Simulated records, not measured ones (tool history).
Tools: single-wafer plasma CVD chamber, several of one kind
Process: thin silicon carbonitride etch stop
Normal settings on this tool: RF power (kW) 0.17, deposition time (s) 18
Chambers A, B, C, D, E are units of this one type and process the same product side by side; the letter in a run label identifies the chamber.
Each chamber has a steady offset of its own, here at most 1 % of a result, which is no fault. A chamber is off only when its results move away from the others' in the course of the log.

| run | hour | RF power (kW) | deposition time (s) | hours since the last thermocouple change | hours since the last RF generator calibration | read-back reference wafer on the same gauge, thickness_nm | mean film thickness on the monitor wafer (angstrom) |
|---|---|---|---|---|---|---|---|
| 1C | 8.7 | 0.17 | 18 | 1080.1 | 780.4 | 10.688 | 97.428 |
| 2E | 16.9 | 0.17 | 18 | 980.6 | 829 | 10.683 | 97.654 |
| 3B | 29.2 | 0.17 | 18 | 1225.1 | 426.7 | 10.688 | 96.618 |
| 4A | 37.5 | 0.17 | 18 | 1692.8 | 41.8 | 10.688 | 98.265 |
| 5D | 45.1 | 0.17 | 18 | 63.2 | 212.1 | 10.676 | 97.294 |
| 6D | 52.2 | 0.17 | 18 | 70.3 | 219.2 | 10.702 | 98.806 |
| 7C | 58.9 | 0.17 | 18 | 1130.3 | 830.6 | 10.693 | 97.44 |
| 8B | 65.6 | 0.17 | 18 | 1261.5 | 463.1 | 10.68 | 97.955 |
| 9E | 71.8 | 0.17 | 18 | 1035.5 | 883.9 | 10.693 | 98.083 |
| 10A | 84.3 | 0.17 | 18 | 1739.6 | 88.6 | 10.687 | 98.699 |
| 11E | 94.5 | 0.17 | 18 | 1058.2 | 906.6 | 10.69 | 98.132 |
| 12C | 104.1 | 0.17 | 18 | 1175.5 | 875.8 | 10.702 | 96.409 |
| 13B | 112.1 | 0.17 | 18 | 1308 | 509.6 | 10.687 | 97.615 |
| 14D | 118 | 0.17 | 18 | 136.1 | 285 | 10.682 | 98.597 |
| 15A | 123.7 | 0.17 | 18 | 1779 | 128 | 10.689 | 97.363 |
| 16C | 133.9 | 0.17 | 18 | 1205.3 | 905.6 | 10.674 | 96.988 |
| 17A | 142.3 | 0.17 | 18 | 1797.6 | 146.6 | 10.676 | 98.393 |
| 18E | 149.3 | 0.17 | 18 | 1113 | 961.4 | 10.686 | 97.202 |
| 19B | 161.1 | 0.17 | 18 | 1357 | 558.6 | 10.685 | 98.539 |
| 20D | 172.7 | 0.17 | 18 | 190.8 | 339.7 | 10.68 | 98.138 |
| 21A | 185 | 0.2 | 18 | 1840.3 | 189.3 | 10.692 | 102.51 |
| 22B | 190.9 | 0.2 | 18 | 1386.8 | 588.4 | 10.692 | 103.13 |
| 23E | 196.8 | 0.2 | 18 | 1160.5 | 1008.9 | 10.692 | 103.43 |
| 24C | 205.1 | 0.2 | 18 | 1276.5 | 976.8 | 10.701 | 102.14 |
| 25D | 213.5 | 0.2 | 18 | 231.6 | 380.5 | 10.703 | 104.44 |
|  | 214.1 | chamber C: thermocouple changed; heater temperature recalibrated |
| 26C | 222.6 | 0.17 | 18 | 8.5 | 994.3 | 10.709 | 97.471 |
| 27A | 229.3 | 0.17 | 18 | 1884.6 | 233.6 | 10.689 | 97.16 |
| 28D | 241.1 | 0.17 | 18 | 259.2 | 408.1 | 10.682 | 97.964 |
| 29E | 253.3 | 0.17 | 18 | 1217 | 1065.4 | 10.699 | 97.749 |
| 30B | 262.3 | 0.17 | 18 | 1458.2 | 659.8 | 10.682 | 97.847 |
| 31C | 274.1 | 0.17 | 18 | 60 | 1045.8 | 10.685 | 96.828 |
| 32E | 281.5 | 0.14 | 18 | 1245.2 | 1093.6 | 10.69 | 91.888 |
| 33B | 294.2 | 0.14 | 18 | 1490.1 | 691.7 | 10.7 | 92.262 |

Has any chamber moved away from the others, gradually or after a service, or does the common gauge drift, or do the chambers differ only by their own small steady offsets? State the chamber and the most likely cause if one applies.

No chamber is off and the gauge is stable; the differences are just each chamber's small, constant offset.
